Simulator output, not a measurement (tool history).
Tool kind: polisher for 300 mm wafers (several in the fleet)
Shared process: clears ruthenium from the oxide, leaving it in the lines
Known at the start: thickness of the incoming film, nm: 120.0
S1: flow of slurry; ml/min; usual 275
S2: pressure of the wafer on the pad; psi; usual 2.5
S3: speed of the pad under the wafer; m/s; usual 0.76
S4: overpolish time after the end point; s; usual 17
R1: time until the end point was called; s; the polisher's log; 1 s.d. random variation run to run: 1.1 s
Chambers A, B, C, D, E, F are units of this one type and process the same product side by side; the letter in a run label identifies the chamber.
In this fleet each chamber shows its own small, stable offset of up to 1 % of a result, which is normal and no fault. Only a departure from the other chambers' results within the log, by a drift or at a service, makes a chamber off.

run	hour	S1	S2	S3	S4	R1
1D	3.4	275	2.5	0.76	17	105.41
2A	7.5	275	2.5	0.76	17	102.79
3B	10.6	275	2.5	0.76	17	105.56
4F	12.9	275	2.5	0.76	17	105.59
5E	16.7	275	2.5	0.76	17	104.06
6C	20.8	275	2.5	0.76	17	105.27
7E	23.7	310	2.8	0.76	17	92.437
8C	28.4	310	2.8	0.76	17	92.258
# hour 29.7: chamber D: worn pad replaced by a new one
# hour 30.1: chamber E: worn pad replaced by a new one
9F	31.9	310	2.8	0.76	17	93.116
10A	36.3	310	2.8	0.76	17	93.888
11B	39.2	310	2.8	0.76	17	94.474
# hour 41.7: chamber B: worn pad replaced by a new one
12D	41.7	310	2.8	0.76	17	91.63
13D	45.6	275	2.5	0.58	21	134.35
14B	49.6	275	2.5	0.58	21	136.34
15A	52.2	275	2.5	0.58	21	135.04
16F	54.9	275	2.5	0.58	21	138.9
# hour 58: chamber C: worn pad replaced by a new one
17E	58.5	275	2.5	0.58	21	138.98
# hour 58.7: chamber C: slurry nozzle cleaned
18C	61	275	2.5	0.58	21	136.74
19E	63.5	190	2.5	0.76	9	108.65
20F	67.3	190	2.5	0.76	9	113.32
21A	70.1	190	2.5	0.76	9	108.37
22C	73.2	190	2.5	0.76	9	109.63
23B	76.9	190	2.5	0.76	9	108.63
# hour 77.8: chamber E: worn pad replaced by a new one
# hour 78.6: chamber A: worn pad replaced by a new one
24D	80	190	2.5	0.76	9	109.19
25F	84.4	275	2.5	0.76	17	109.83
26C	87.4	275	2.5	0.76	17	106.42
# hour 88.6: chamber B: worn pad replaced by a new one
27E	91.7	275	2.5	0.76	17	103.37
28D	94.9	275	2.5	0.76	17	103.58
29B	97.2	275	2.5	0.76	17	103.8
30A	99.6	230	2.5	0.76	13	107.31
31D	103.2	230	2.5	0.76	13	108.49
32F	105.9	230	2.5	0.76	13	114.13
33B	108.5	230	2.5	0.76	13	107.54
# hour 112.8: chamber C: head pressure recalibrated
34C	113	230	2.5	0.76	13	107.41
35E	115.7	230	2.5	0.76	13	106.64
36A	118.6	275	2.5	0.76	17	105.55

Predict what each chamber gives when all 6 of them run the settings below next.
37A	122.2	275	2.5	0.6	17	?
37B	122.2	275	2.5	0.6	17	?
37C	122.2	275	2.5	0.6	17	?
37D	122.2	275	2.5	0.6	17	?
37E	122.2	275	2.5	0.6	17	?
37F	122.2	275	2.5	0.6	17	?

run	R1
37A	133.28
37B	132.37
37C	133.77
37D	133.1
37E	131.59
37F	144.12

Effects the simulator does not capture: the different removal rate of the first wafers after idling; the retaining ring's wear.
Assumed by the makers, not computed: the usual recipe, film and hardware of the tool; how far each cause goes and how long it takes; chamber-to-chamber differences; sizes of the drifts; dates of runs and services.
